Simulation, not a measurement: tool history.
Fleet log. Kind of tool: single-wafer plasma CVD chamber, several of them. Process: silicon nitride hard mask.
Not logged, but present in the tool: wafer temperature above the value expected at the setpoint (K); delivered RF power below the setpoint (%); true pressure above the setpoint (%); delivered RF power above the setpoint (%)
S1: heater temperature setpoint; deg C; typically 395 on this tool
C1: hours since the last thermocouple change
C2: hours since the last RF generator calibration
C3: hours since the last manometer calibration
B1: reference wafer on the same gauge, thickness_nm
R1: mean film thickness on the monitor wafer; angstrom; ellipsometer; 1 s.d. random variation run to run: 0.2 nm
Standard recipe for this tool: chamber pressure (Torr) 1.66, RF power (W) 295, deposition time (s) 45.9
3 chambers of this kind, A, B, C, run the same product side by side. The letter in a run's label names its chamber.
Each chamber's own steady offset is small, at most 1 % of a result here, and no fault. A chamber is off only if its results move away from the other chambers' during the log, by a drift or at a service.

{"run": "1B", "hour": 5.4, "S1": 395, "chamber pressure (Torr)": 1.66, "RF power (W)": 295, "deposition time (s)": 45.9, "C1": 923.2, "C2": 199.3, "C3": 965.2, "B1": 61.142, "R1": 533.89}
{"run": "2A", "hour": 12.9, "S1": 395, "chamber pressure (Torr)": 1.66, "RF power (W)": 295, "deposition time (s)": 45.9, "C1": 167.3, "C2": 641.8, "C3": 543.6, "B1": 61.1, "R1": 531.47}
{"run": "3C", "hour": 22.8, "S1": 395, "chamber pressure (Torr)": 1.66, "RF power (W)": 295, "deposition time (s)": 45.9, "C1": 190.1, "C2": 464.6, "C3": 150.7, "B1": 61.088, "R1": 530.66}
{"run": "4C", "hour": 29.0, "S1": 395, "chamber pressure (Torr)": 1.66, "RF power (W)": 295, "deposition time (s)": 45.9, "C1": 196.3, "C2": 470.8, "C3": 156.9, "B1": 61.092, "R1": 532.79}
{"run": "5A", "hour": 35.2, "S1": 395, "chamber pressure (Torr)": 1.66, "RF power (W)": 295, "deposition time (s)": 45.9, "C1": 189.6, "C2": 664.1, "C3": 565.9, "B1": 61.099, "R1": 530.15}
{"run": "6B", "hour": 44.6, "S1": 395, "chamber pressure (Torr)": 1.66, "RF power (W)": 295, "deposition time (s)": 45.9, "C1": 962.4, "C2": 238.5, "C3": 1004.4, "B1": 61.118, "R1": 533.58}
{"run": "7C", "hour": 53.4, "S1": 395, "chamber pressure (Torr)": 1.66, "RF power (W)": 295, "deposition time (s)": 45.9, "C1": 220.7, "C2": 495.2, "C3": 181.3, "B1": 61.123, "R1": 528.22}
{"run": "8B", "hour": 60.0, "S1": 395, "chamber pressure (Torr)": 1.66, "RF power (W)": 295, "deposition time (s)": 45.9, "C1": 977.8, "C2": 253.9, "C3": 1019.8, "B1": 61.131, "R1": 535.44}
{"run": "9A", "hour": 70.2, "S1": 395, "chamber pressure (Torr)": 1.66, "RF power (W)": 295, "deposition time (s)": 45.9, "C1": 224.6, "C2": 699.1, "C3": 600.9, "B1": 61.169, "R1": 533.45}
{"run": "10C", "hour": 75.7, "S1": 395, "chamber pressure (Torr)": 1.66, "RF power (W)": 335, "deposition time (s)": 42.2, "C1": 243.0, "C2": 517.5, "C3": 203.6, "B1": 61.203, "R1": 535.19}
{"run": "11B", "hour": 85.6, "S1": 395, "chamber pressure (Torr)": 1.66, "RF power (W)": 335, "deposition time (s)": 42.2, "C1": 1003.4, "C2": 279.5, "C3": 1045.4, "B1": 61.149, "R1": 530.25}
{"run": "12A", "hour": 92.8, "S1": 395, "chamber pressure (Torr)": 1.66, "RF power (W)": 335, "deposition time (s)": 42.2, "C1": 247.2, "C2": 721.7, "C3": 623.5, "B1": 61.125, "R1": 525.23}
{"run": "13A", "hour": 103.0, "S1": 395, "chamber pressure (Torr)": 1.53, "RF power (W)": 295, "deposition time (s)": 45.9, "C1": 257.4, "C2": 731.9, "C3": 633.7, "B1": 61.116, "R1": 513.26}
{"run": "14B", "hour": 108.7, "S1": 395, "chamber pressure (Torr)": 1.53, "RF power (W)": 295, "deposition time (s)": 45.9, "C1": 1026.5, "C2": 302.6, "C3": 1068.5, "B1": 61.148, "R1": 517.64}
{"run": "15C", "hour": 114.8, "S1": 395, "chamber pressure (Torr)": 1.53, "RF power (W)": 295, "deposition time (s)": 45.9, "C1": 282.1, "C2": 556.6, "C3": 242.7, "B1": 61.103, "R1": 517.84}
{"run": "16A", "hour": 120.4, "S1": 395, "chamber pressure (Torr)": 1.66, "RF power (W)": 295, "deposition time (s)": 45.9, "C1": 274.8, "C2": 749.3, "C3": 651.1, "B1": 61.122, "R1": 520.12}
{"run": "17B", "hour": 127.8, "S1": 395, "chamber pressure (Torr)": 1.66, "RF power (W)": 295, "deposition time (s)": 45.9, "C1": 1045.6, "C2": 321.7, "C3": 1087.6, "B1": 61.131, "R1": 530.28}
{"run": "18C", "hour": 136.6, "S1": 395, "chamber pressure (Torr)": 1.66, "RF power (W)": 295, "deposition time (s)": 45.9, "C1": 303.9, "C2": 578.4, "C3": 264.5, "B1": 61.083, "R1": 532.86}
{"run": "19B", "hour": 147.6, "S1": 395, "chamber pressure (Torr)": 1.66, "RF power (W)": 295, "deposition time (s)": 45.9, "C1": 1065.4, "C2": 341.5, "C3": 1107.4, "B1": 61.116, "R1": 531.68}
{"run": "20A", "hour": 156.5, "S1": 395, "chamber pressure (Torr)": 1.66, "RF power (W)": 295, "deposition time (s)": 45.9, "C1": 310.9, "C2": 785.4, "C3": 687.2, "B1": 61.103, "R1": 516.03}

All chambers now run identical settings, listed one chamber a line with results as question marks. What results will each chamber show?
{"run": "21A", "hour": 164.5, "S1": 390, "chamber pressure (Torr)": 1.66, "RF power (W)": 295, "deposition time (s)": 45.9, "R1": "?"}
{"run": "21B", "hour": 164.5, "S1": 390, "chamber pressure (Torr)": 1.66, "RF power (W)": 295, "deposition time (s)": 45.9, "R1": "?"}
{"run": "21C", "hour": 164.5, "S1": 390, "chamber pressure (Torr)": 1.66, "RF power (W)": 295, "deposition time (s)": 45.9, "R1": "?"}

run=21A R1=511.32
run=21B R1=531.76
run=21C R1=535.67

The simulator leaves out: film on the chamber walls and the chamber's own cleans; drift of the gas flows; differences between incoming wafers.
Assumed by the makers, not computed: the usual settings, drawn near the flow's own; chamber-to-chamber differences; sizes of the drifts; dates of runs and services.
